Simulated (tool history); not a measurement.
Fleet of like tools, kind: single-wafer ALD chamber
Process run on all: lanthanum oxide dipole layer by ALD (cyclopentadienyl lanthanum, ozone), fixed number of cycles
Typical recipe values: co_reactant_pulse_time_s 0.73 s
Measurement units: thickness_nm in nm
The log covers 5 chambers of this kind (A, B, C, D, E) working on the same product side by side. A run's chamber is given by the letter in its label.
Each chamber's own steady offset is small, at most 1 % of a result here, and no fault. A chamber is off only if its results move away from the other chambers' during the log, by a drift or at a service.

| run | hour | co_reactant_pulse_time_s | hours since the last thermocouple change | hours since the last ozone generator service | read-back reference wafer on the same gauge, thickness_nm | thickness_nm |
|---|---|---|---|---|---|---|
| 1B | 9.1 | 0.73 | 713.9 | 271.6 | 0.37458 | 0.44666 |
| 2D | 15.1 | 0.73 | 1623.0 | 906.7 | 0.37518 | 0.44516 |
| 3C | 24.5 | 0.73 | 208.0 | 727.4 | 0.37515 | 0.44517 |
| 4A | 33.7 | 0.73 | 380.6 | 470.0 | 0.37517 | 0.43835 |
| 5E | 41.2 | 0.73 | 162.3 | 55.8 | 0.37473 | 0.44329 |
| 6D | 47.6 | 0.73 | 1655.5 | 939.2 | 0.37486 | 0.44741 |
| 7B | 54.6 | 0.73 | 759.4 | 317.1 | 0.37482 | 0.44374 |
| 8E | 64.0 | 0.73 | 185.1 | 78.6 | 0.37521 | 0.44204 |
| 9C | 69.8 | 0.73 | 253.3 | 772.7 | 0.37509 | 0.44005 |
| 10A | 76.2 | 0.73 | 423.1 | 512.5 | 0.37549 | 0.43775 |
| 11C | 85.0 | 0.73 | 268.5 | 787.9 | 0.37470 | 0.43980 |
| 12B | 94.3 | 0.73 | 799.1 | 356.8 | 0.37477 | 0.44125 |
| 13E | 102.1 | 0.73 | 223.2 | 116.7 | 0.37452 | 0.44768 |
| 14A | 107.8 | 0.73 | 454.7 | 544.1 | 0.37502 | 0.44181 |
| 15D | 114.3 | 0.73 | 1722.2 | 1005.9 | 0.37458 | 0.44789 |
| 16E | 125.7 | 0.73 | 246.8 | 140.3 | 0.37515 | 0.44133 |
| 17C | 137.2 | 0.73 | 320.7 | 840.1 | 0.37518 | 0.43710 |
| 18D | 148.5 | 0.73 | 1756.4 | 1040.1 | 0.37532 | 0.44438 |
| 19A | 156.0 | 0.73 | 502.9 | 592.3 | 0.37504 | 0.44034 |
| 20B | 166.2 | 0.73 | 871.0 | 428.7 | 0.37418 | 0.44995 |
| 21A | 177.8 | 0.73 | 524.7 | 614.1 | 0.37498 | 0.43647 |
| 22E | 184.5 | 0.83 | 305.6 | 199.1 | 0.37513 | 0.46534 |
| 23D | 191.6 | 0.83 | 1799.5 | 1083.2 | 0.37510 | 0.47230 |
| 24C | 197.0 | 0.83 | 380.5 | 899.9 | 0.37550 | 0.45911 |
| 25B | 205.8 | 0.83 | 910.6 | 468.3 | 0.37513 | 0.47291 |
| 26D | 213.8 | 0.83 | 1821.7 | 1105.4 | 0.37473 | 0.46469 |
| 27C | 221.0 | 0.73 | 404.5 | 923.9 | 0.37463 | 0.42253 |
| 28B | 228.7 | 0.73 | 933.5 | 491.2 | 0.37448 | 0.44550 |
| 29A | 234.0 | 0.73 | 580.9 | 670.3 | 0.37555 | 0.43326 |
| 30E | 243.2 | 0.73 | 364.3 | 257.8 | 0.37480 | 0.44214 |
| 31E | 250.2 | 0.73 | 371.3 | 264.8 | 0.37464 | 0.44082 |
|  | 254.7 | chamber D: thermocouple changed; heater temperature recalibrated |
| 32D | 256.3 | 0.73 | 1.6 | 1147.9 | 0.37506 | 0.44116 |
| 33A | 267.9 | 0.50 | 614.8 | 704.2 | 0.37506 | 0.35832 |

Has any chamber moved away from the others, gradually or after a service, or does the common gauge drift, or do the chambers differ only by their own small steady offsets? State the chamber and the most likely cause if one applies.

Chamber C drifts away from the others.
Cause: ozone dose below that of a generator just serviced (%) = 12.5.

Here are 4 candidates for chamber C's next run, each the usual settings with a change, their results left as question marks. Which one brings its results back in line with what the others give on the usual settings?
Allowed miss from the other chambers' usual-settings mean, per result, to count as in line: thickness_nm 0.00880 nm
| 34C-1 | 276.2 | 0.58 |  |  |  | ? |
| 34C-2 | 276.2 | 0.95 |  |  |  | ? |
| 34C-3 | 276.2 | 0.82 |  |  |  | ? |
| 34C-4 | 276.2 | 0.66 |  |  |  | ? |

Other chambers, usual settings, mean: thickness_nm 0.44311 nm
| run | thickness_nm |
|---|---|
| 34C-1 | 0.36903 |
| 34C-2 | 0.47056 |
| 34C-3 | 0.44216 |
| 34C-4 | 0.39693 |
Change 34C-3 lands the chamber within the allowed miss of the other chambers.
